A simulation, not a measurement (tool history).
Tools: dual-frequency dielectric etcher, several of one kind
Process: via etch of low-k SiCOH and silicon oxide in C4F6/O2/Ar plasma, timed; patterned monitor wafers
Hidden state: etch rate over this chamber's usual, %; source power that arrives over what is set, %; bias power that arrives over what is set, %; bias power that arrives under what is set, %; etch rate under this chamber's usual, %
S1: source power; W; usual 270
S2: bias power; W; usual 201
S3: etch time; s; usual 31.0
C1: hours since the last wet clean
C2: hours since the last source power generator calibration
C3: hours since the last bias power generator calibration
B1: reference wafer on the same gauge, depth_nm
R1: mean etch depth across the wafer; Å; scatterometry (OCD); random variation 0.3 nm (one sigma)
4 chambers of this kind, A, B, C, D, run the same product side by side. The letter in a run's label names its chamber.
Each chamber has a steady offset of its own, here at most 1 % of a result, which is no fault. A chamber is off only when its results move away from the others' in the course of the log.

run     day   S1   S2    S3     C1      C2      C3      B1      R1
 1C   0.542  270  201  31.0  379.8  1194.8  2320.1  68.300  651.53
 2D   1.062  270  201  31.0  512.3   689.7  1431.6  68.254  656.34
 3B   1.392  270  201  31.0  262.6  2269.5   175.0  68.289  658.28
 4A   1.662  270  201  31.0  136.5  1588.6  3806.0  68.310  652.94
      2.096  -- chamber D: wet clean of the chamber
 5C   2.117  270  201  31.0  417.6  1232.6  2357.9  68.409  654.17
 6A   2.525  270  201  31.0  157.2  1609.3  3826.7  68.259  655.38
 7B   3.017  270  201  31.0  301.6  2308.5   214.0  68.355  656.70
 8D   3.383  270  201  31.0   31.0   745.4  1487.3  68.358  657.93
 9B   3.800  270  201  31.0  320.4  2327.3   232.8  68.325  655.19
10D   4.154  270  201  31.0   49.5   763.9  1505.8  68.354  652.44
11C   4.425  270  201  31.0  473.0  1288.0  2413.3  68.318  648.71
12A   4.842  270  201  31.0  212.8  1664.9  3882.3  68.332  654.31
13C   5.267  310  165  31.0  493.2  1308.2  2433.5  68.239  637.17
      5.671  -- chamber C: wet clean of the chamber
14A   5.771  310  165  31.0  235.1  1687.2  3904.6  68.228  650.51
      5.862  -- chamber B: wet clean of the chamber
15D   6.100  310  165  31.0   96.2   810.6  1552.5  68.359  651.33
16B   6.488  310  165  31.0   15.0  2391.8   297.3  68.293  648.55
17B   7.012  270  201  31.0   27.6  2404.4   309.9  68.254  656.66
18D   7.429  270  220  31.0  128.1   842.5  1584.4  68.264  672.27
19A   7.962  270  220  31.0  287.7  1739.8  3957.2  68.318  681.96
20C   8.408  270  220  31.0   65.7  1383.6  2508.9  68.303  667.50
21B   8.667  270  220  31.0   67.3  2444.1   349.6  68.342  678.77
22D   8.979  270  201  31.0  165.3   879.7  1621.6  68.329  652.43
23A   9.358  270  201  31.0  321.2  1773.3  3990.7  68.308  656.56
24C   9.862  270  201  31.0  100.6  1418.5  2543.8  68.305  648.88
25D  10.362  270  201  31.0  198.5   912.9  1654.8  68.325  657.40
26B  10.646  270  201  31.0  114.8  2491.6   397.1  68.301  658.07
27A  10.879  270  201  31.0  357.7  1809.8  4027.2  68.276  648.08
28C  11.179  270  201  31.0  132.2  1450.1  2575.4  68.398  642.40
29D  11.521  270  201  31.0  226.3   940.7  1682.6  68.284  649.25
30A  12.004  270  201  31.0  384.7  1836.8  4054.2  68.333  657.27
31C  12.508  270  201  31.0  164.1  1482.0  2607.3  68.386  643.43
     12.850  -- chamber A: bias power generator calibrated
32B  12.958  310  201  31.0  170.3  2547.1   452.6  68.344  693.47
33B  13.442  310  201  31.0  181.9  2558.7   464.2  68.303  683.30
34C  13.688  310  201  31.0  192.4  1510.3  2635.6  68.319  683.34
35D  14.071  310  201  31.0  287.5  1001.9  1743.8  68.358  685.35
36A  14.504  270  201  31.0  444.7  1896.8    39.8  68.230  655.26
37A  14.771  270  201  31.0  451.1  1903.2    46.2  68.339  655.04
38C  15.196  270  201  31.0  228.6  1546.5  2671.8  68.256  653.91
39D  15.604  270  201  31.0  324.3  1038.7  1780.6  68.271  651.48
40B  15.854  270  245  25.0  239.8  2616.6   522.1  68.353  566.55

Next, every chamber runs the same settings. What will each give?
41A  16.246  270  201  26.5                   ?
41B  16.246  270  201  26.5                   ?
41C  16.246  270  201  26.5                   ?
41D  16.246  270  201  26.5                   ?

run      R1
41A  563.17
41B  559.44
41C  554.95
41D  557.23
